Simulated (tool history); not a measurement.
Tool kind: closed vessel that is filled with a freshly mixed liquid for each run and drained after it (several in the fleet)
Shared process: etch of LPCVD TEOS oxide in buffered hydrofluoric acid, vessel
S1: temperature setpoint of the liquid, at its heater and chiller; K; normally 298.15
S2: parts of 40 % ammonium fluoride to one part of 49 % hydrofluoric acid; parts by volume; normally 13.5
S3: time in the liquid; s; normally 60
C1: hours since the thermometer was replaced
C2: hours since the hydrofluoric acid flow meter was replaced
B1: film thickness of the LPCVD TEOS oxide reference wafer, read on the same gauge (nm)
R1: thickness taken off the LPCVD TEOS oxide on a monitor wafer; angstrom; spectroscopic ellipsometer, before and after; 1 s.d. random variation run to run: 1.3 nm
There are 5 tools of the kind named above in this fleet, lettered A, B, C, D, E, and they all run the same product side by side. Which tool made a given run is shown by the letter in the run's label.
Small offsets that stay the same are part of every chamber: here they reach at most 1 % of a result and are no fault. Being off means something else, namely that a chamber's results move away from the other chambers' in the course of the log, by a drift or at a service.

Run 1A, hour 14.3: usual settings; C1 781.2; C2 1204.5; B1 89.998. Result: R1 1973.1 angstrom.
Run 2D, hour 21.1: usual settings; C1 724.2; C2 930; B1 90.002. Result: R1 2012.9 angstrom.
Run 3C, hour 29.4: usual settings; C1 605.8; C2 349.4; B1 90.012. Result: R1 1974.9 angstrom.
Run 4E, hour 36.3: usual settings; C1 391.7; C2 520.9; B1 89.979. Result: R1 1980.3 angstrom.
Run 5B, hour 48.7: usual settings; C1 98.5; C2 569.3; B1 90.03. Result: R1 1970.6 angstrom.
Run 6E, hour 63: usual settings but S1 293.65 K, S2 16 parts by volume; C1 418.4; C2 547.6; B1 90.017. Result: R1 1289.3 angstrom.
Run 7B, hour 69.8: usual settings but S1 293.65 K, S2 16 parts by volume; C1 119.6; C2 590.4; B1 90.026. Result: R1 1308.4 angstrom.
Run 8D, hour 77.6: usual settings but S1 293.65 K, S2 16 parts by volume; C1 780.7; C2 986.5; B1 89.991. Result: R1 1328.3 angstrom.
Run 9C, hour 87.6: usual settings but S1 293.65 K, S2 16 parts by volume; C1 664; C2 407.6; B1 89.985. Result: R1 1299.3 angstrom.
Run 10A, hour 101.9: usual settings but S1 293.65 K, S2 16 parts by volume; C1 868.8; C2 1292.1; B1 89.991. Result: R1 1310.3 angstrom.
At hour 105: chamber D: thermometer replaced.
At hour 108.3: chamber A: thermometer replaced.
Run 11E, hour 113.6: usual settings; C1 469; C2 598.2; B1 89.974. Result: R1 1957 angstrom.
At hour 117.5: chamber D: hydrofluoric acid flow meter replaced.
Run 12D, hour 123.2: usual settings; C1 18.3; C2 5.7; B1 89.965. Result: R1 1977.7 angstrom.
Run 13C, hour 135.2: usual settings; C1 711.6; C2 455.2; B1 90.002. Result: R1 1966.3 angstrom.
Run 14B, hour 144.7: usual settings; C1 194.5; C2 665.3; B1 89.964. Result: R1 1949.9 angstrom.
Run 15A, hour 155.3: usual settings; C1 47.1; C2 1345.5; B1 89.964. Result: R1 1947.2 angstrom.
Run 16B, hour 165.7: usual settings but S2 8.5 parts by volume, S3 40 s; C1 215.5; C2 686.3; B1 90.048. Result: R1 2010.7 angstrom.
Run 17D, hour 179.7: usual settings but S2 8.5 parts by volume, S3 40 s; C1 74.8; C2 62.2; B1 89.987. Result: R1 2001.2 angstrom.
Run 18A, hour 186.4: usual settings but S2 8.5 parts by volume, S3 40 s; C1 78.2; C2 1376.6; B1 90.008. Result: R1 1952 angstrom.
Run 19C, hour 196.5: usual settings but S2 8.5 parts by volume, S3 40 s; C1 772.9; C2 516.5; B1 90.006. Result: R1 1989.2 angstrom.
Run 20E, hour 210.1: usual settings but S2 8.5 parts by volume, S3 40 s; C1 565.5; C2 694.7; B1 90.047. Result: R1 2013.1 angstrom.
Run 21D, hour 219.1: usual settings; C1 114.2; C2 101.6; B1 89.997. Result: R1 1985.6 angstrom.
Run 22B, hour 229.4: usual settings but S1 300.65 K, S2 8.5 parts by volume; C1 279.2; C2 750; B1 89.989. Result: R1 3439.7 angstrom.
Run 23C, hour 239.9: usual settings but S1 300.65 K, S2 8.5 parts by volume; C1 816.3; C2 559.9; B1 89.973. Result: R1 3443.2 angstrom.
Run 24E, hour 253.6: usual settings but S1 300.65 K, S2 8.5 parts by volume; C1 609; C2 738.2; B1 89.994. Result: R1 3499.3 angstrom.
Run 25A, hour 267: usual settings but S1 300.65 K, S2 8.5 parts by volume; C1 158.8; C2 1457.2; B1 90.036. Result: R1 3428.9 angstrom.
Run 26B, hour 277.6: usual settings but S1 300.65 K, S2 8.5 parts by volume; C1 327.4; C2 798.2; B1 89.987. Result: R1 3457.3 angstrom.
Run 27A, hour 290.9: usual settings; C1 182.7; C2 1481.1; B1 89.961. Result: R1 1953.2 angstrom.
Run 28C, hour 303.2: usual settings but S1 300.65 K; C1 879.6; C2 623.2; B1 89.97. Result: R1 2248.8 angstrom.
Run 29D, hour 317: usual settings but S1 300.65 K; C1 212.1; C2 199.5; B1 90.025. Result: R1 2263.8 angstrom.
Run 30E, hour 324.6: usual settings but S1 300.65 K; C1 680; C2 809.2; B1 90.013. Result: R1 2292.5 angstrom.
Run 31B, hour 334.7: usual settings but S1 300.65 K; C1 384.5; C2 855.3; B1 90.016. Result: R1 2252.2 angstrom.

Next, every chamber runs the same settings. What will each give?
Run 32A, hour 345.2: usual settings. Result: R1 ?.
Run 32B, hour 345.2: usual settings. Result: R1 ?.
Run 32C, hour 345.2: usual settings. Result: R1 ?.
Run 32D, hour 345.2: usual settings. Result: R1 ?.
Run 32E, hour 345.2: usual settings. Result: R1 ?.

run      R1
32A  1990.1
32B    1953
32C  1994.6
32D  1986.9
32E  1971.8
